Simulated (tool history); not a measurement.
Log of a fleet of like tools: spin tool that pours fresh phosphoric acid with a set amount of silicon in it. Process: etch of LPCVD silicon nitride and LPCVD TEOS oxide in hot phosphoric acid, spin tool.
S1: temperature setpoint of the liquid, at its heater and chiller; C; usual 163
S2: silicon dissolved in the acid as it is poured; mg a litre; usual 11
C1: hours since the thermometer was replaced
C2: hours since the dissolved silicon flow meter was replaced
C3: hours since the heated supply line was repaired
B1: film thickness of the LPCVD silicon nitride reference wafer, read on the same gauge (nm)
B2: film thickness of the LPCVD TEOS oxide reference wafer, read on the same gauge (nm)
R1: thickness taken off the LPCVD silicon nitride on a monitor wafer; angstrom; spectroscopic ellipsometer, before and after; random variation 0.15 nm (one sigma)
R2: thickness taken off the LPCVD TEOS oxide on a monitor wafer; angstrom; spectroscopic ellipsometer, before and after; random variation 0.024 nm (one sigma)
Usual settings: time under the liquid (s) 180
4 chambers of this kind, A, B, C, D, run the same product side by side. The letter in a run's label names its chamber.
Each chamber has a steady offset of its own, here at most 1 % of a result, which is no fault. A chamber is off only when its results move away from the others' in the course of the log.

{"run": "1B", "hour": 5.2, "S1": 163, "S2": 11, "time under the liquid (s)": 180, "C1": 1351.8, "C2": 624.5, "C3": 366.1, "B1": 39.996, "B2": 60.03, "R1": 195.34, "R2": 6.0581}
{"run": "2D", "hour": 14.7, "S1": 163, "S2": 11, "time under the liquid (s)": 180, "C1": 1234.1, "C2": 1465.3, "C3": 1321.6, "B1": 40, "B2": 59.995, "R1": 193.46, "R2": 6.0881}
{"run": "3A", "hour": 23.8, "S1": 163, "S2": 11, "time under the liquid (s)": 180, "C1": 1280.6, "C2": 845, "C3": 1613.4, "B1": 40.013, "B2": 60, "R1": 189.93, "R2": 6.6217}
{"run": "4C", "hour": 32.0, "S1": 163, "S2": 11, "time under the liquid (s)": 180, "C1": 2103.4, "C2": 1124.8, "C3": 875.7, "B1": 39.971, "B2": 60.002, "R1": 194.14, "R2": 5.76}
{"run": "5B", "hour": 40.6, "S1": 163, "S2": 11, "time under the liquid (s)": 180, "C1": 1387.2, "C2": 659.9, "C3": 401.5, "B1": 39.997, "B2": 59.989, "R1": 195.17, "R2": 6.2916}
{"run": "6A", "hour": 49.5, "S1": 165, "S2": 11, "time under the liquid (s)": 135, "C1": 1306.3, "C2": 870.7, "C3": 1639.1, "B1": 40.009, "B2": 60.001, "R1": 155.41, "R2": 5.49}
{"run": "7D", "hour": 56.9, "S1": 165, "S2": 11, "time under the liquid (s)": 135, "C1": 1276.3, "C2": 1507.5, "C3": 1363.8, "B1": 40.004, "B2": 59.984, "R1": 153.94, "R2": 5.1754}
{"run": "8C", "hour": 61.7, "S1": 165, "S2": 11, "time under the liquid (s)": 135, "C1": 2133.1, "C2": 1154.5, "C3": 905.4, "B1": 40.008, "B2": 59.989, "R1": 154.07, "R2": 5.0878}
{"run": "9B", "hour": 68.6, "S1": 165, "S2": 11, "time under the liquid (s)": 135, "C1": 1415.2, "C2": 687.9, "C3": 429.5, "B1": 39.999, "B2": 59.988, "R1": 155.5, "R2": 5.2048}
{"run": "10C", "hour": 74.4, "S1": 163, "S2": 11, "time under the liquid (s)": 180, "C1": 2145.8, "C2": 1167.2, "C3": 918.1, "B1": 40.004, "B2": 59.995, "R1": 194.98, "R2": 6.3309}
{"hour": 78.7, "done": "chamber A: dissolved silicon flow meter replaced"}
{"run": "11A", "hour": 81.2, "S1": 163, "S2": 11, "time under the liquid (s)": 180, "C1": 1338, "C2": 2.6, "C3": 1670.8, "B1": 40.012, "B2": 60.008, "R1": 192.55, "R2": 6.1113}
{"run": "12D", "hour": 88.0, "S1": 164, "S2": 11, "time under the liquid (s)": 240, "C1": 1307.4, "C2": 1538.6, "C3": 1394.9, "B1": 40, "B2": 59.988, "R1": 263.81, "R2": 8.3382}
{"run": "13B", "hour": 93.5, "S1": 164, "S2": 11, "time under the liquid (s)": 240, "C1": 1440.1, "C2": 712.8, "C3": 454.4, "B1": 40.008, "B2": 60.002, "R1": 268.65, "R2": 8.4109}
{"run": "14D", "hour": 102.2, "S1": 164, "S2": 11, "time under the liquid (s)": 240, "C1": 1321.6, "C2": 1552.8, "C3": 1409.1, "B1": 40.007, "B2": 60.006, "R1": 267.31, "R2": 9.4986}
{"run": "15A", "hour": 110.5, "S1": 164, "S2": 11, "time under the liquid (s)": 240, "C1": 1367.3, "C2": 31.9, "C3": 1700.1, "B1": 40.01, "B2": 59.997, "R1": 264.11, "R2": 8.152}
{"run": "16C", "hour": 118.7, "S1": 163, "S2": 11, "time under the liquid (s)": 180, "C1": 2190.1, "C2": 1211.5, "C3": 962.4, "B1": 40.01, "B2": 60.015, "R1": 194.1, "R2": 6.1098}
{"run": "17B", "hour": 125.3, "S1": 163, "S2": 11, "time under the liquid (s)": 180, "C1": 1471.9, "C2": 744.6, "C3": 486.2, "B1": 40.005, "B2": 60, "R1": 191.35, "R2": 6.4523}
{"run": "18C", "hour": 129.6, "S1": 163, "S2": 11, "time under the liquid (s)": 180, "C1": 2201, "C2": 1222.4, "C3": 973.3, "B1": 40.014, "B2": 59.986, "R1": 191.99, "R2": 5.9467}
{"run": "19D", "hour": 138.5, "S1": 163, "S2": 11, "time under the liquid (s)": 180, "C1": 1357.9, "C2": 1589.1, "C3": 1445.4, "B1": 39.995, "B2": 60.021, "R1": 196.33, "R2": 6.4808}
{"run": "20A", "hour": 143.6, "S1": 163, "S2": 11, "time under the liquid (s)": 180, "C1": 1400.4, "C2": 65, "C3": 1733.2, "B1": 40, "B2": 60.009, "R1": 184.09, "R2": 5.6758}
{"run": "21C", "hour": 152.9, "S1": 163, "S2": 11, "time under the liquid (s)": 180, "C1": 2224.3, "C2": 1245.7, "C3": 996.6, "B1": 40.001, "B2": 59.989, "R1": 192.57, "R2": 6.1713}
{"run": "22A", "hour": 158.0, "S1": 163, "S2": 18.5, "time under the liquid (s)": 180, "C1": 1414.8, "C2": 79.4, "C3": 1747.6, "B1": 40.011, "B2": 60.02, "R1": 186.84, "R2": 4.8995}
{"run": "23B", "hour": 166.6, "S1": 163, "S2": 18.5, "time under the liquid (s)": 180, "C1": 1513.2, "C2": 785.9, "C3": 527.5, "B1": 39.995, "B2": 60.003, "R1": 195.61, "R2": 5.4309}
{"run": "24D", "hour": 173.4, "S1": 163, "S2": 18.5, "time under the liquid (s)": 180, "C1": 1392.8, "C2": 1624, "C3": 1480.3, "B1": 40.011, "B2": 59.996, "R1": 193.18, "R2": 5.324}
{"run": "25B", "hour": 182.7, "S1": 163, "S2": 18.5, "time under the liquid (s)": 180, "C1": 1529.3, "C2": 802, "C3": 543.6, "B1": 39.984, "B2": 59.987, "R1": 193.42, "R2": 4.7487}
{"hour": 187.3, "done": "chamber C: thermometer replaced"}
{"run": "26D", "hour": 188.9, "S1": 163, "S2": 11, "time under the liquid (s)": 180, "C1": 1408.3, "C2": 1639.5, "C3": 1495.8, "B1": 40.008, "B2": 60.026, "R1": 194.63, "R2": 6.6729}
{"hour": 198.3, "done": "chamber B: thermometer replaced"}
{"run": "27A", "hour": 198.4, "S1": 163, "S2": 11, "time under the liquid (s)": 180, "C1": 1455.2, "C2": 119.8, "C3": 1788, "B1": 39.994, "B2": 60.019, "R1": 181.77, "R2": 5.2935}
{"run": "28C", "hour": 205.9, "S1": 163, "S2": 11, "time under the liquid (s)": 180, "C1": 18.7, "C2": 1298.7, "C3": 1049.6, "B1": 39.99, "B2": 59.998, "R1": 194.77, "R2": 5.9871}
{"run": "29B", "hour": 212.7, "S1": 163, "S2": 11, "time under the liquid (s)": 180, "C1": 14.5, "C2": 832, "C3": 573.6, "B1": 40.013, "B2": 59.979, "R1": 196.75, "R2": 6.0077}
{"run": "30A", "hour": 219.8, "S1": 163, "S2": 11, "time under the liquid (s)": 180, "C1": 1476.6, "C2": 141.2, "C3": 1809.4, "B1": 40.015, "B2": 59.991, "R1": 179.24, "R2": 5.0245}
{"run": "31C", "hour": 225.4, "S1": 163, "S2": 11, "time under the liquid (s)": 180, "C1": 38.2, "C2": 1318.2, "C3": 1069.1, "B1": 40.002, "B2": 59.998, "R1": 192.69, "R2": 6.2503}
{"run": "32D", "hour": 234.7, "S1": 163, "S2": 11, "time under the liquid (s)": 180, "C1": 1454.1, "C2": 1685.3, "C3": 1541.6, "B1": 39.997, "B2": 59.983, "R1": 196.07, "R2": 6.127}
{"run": "33D", "hour": 242.8, "S1": 163, "S2": 11, "time under the liquid (s)": 180, "C1": 1462.2, "C2": 1693.4, "C3": 1549.7, "B1": 39.999, "B2": 60.015, "R1": 194.77, "R2": 6.2783}
{"run": "34A", "hour": 249.2, "S1": 163, "S2": 11, "time under the liquid (s)": 180, "C1": 1506, "C2": 170.6, "C3": 1838.8, "B1": 39.979, "B2": 59.984, "R1": 175.98, "R2": 5.0949}

Next, every chamber runs the same settings. What will each give?
{"run": "35A", "hour": 256.1, "S1": 163, "S2": 11, "time under the liquid (s)": 260, "R1": "?", "R2": "?"}
{"run": "35B", "hour": 256.1, "S1": 163, "S2": 11, "time under the liquid (s)": 260, "R1": "?", "R2": "?"}
{"run": "35C", "hour": 256.1, "S1": 163, "S2": 11, "time under the liquid (s)": 260, "R1": "?", "R2": "?"}
{"run": "35D", "hour": 256.1, "S1": 163, "S2": 11, "time under the liquid (s)": 260, "R1": "?", "R2": "?"}

run=35A R1=256.86 R2=7.1607
run=35B R1=279.88 R2=8.9639
run=35C R1=280.1 R2=8.8011
run=35D R1=281.48 R2=9.1669
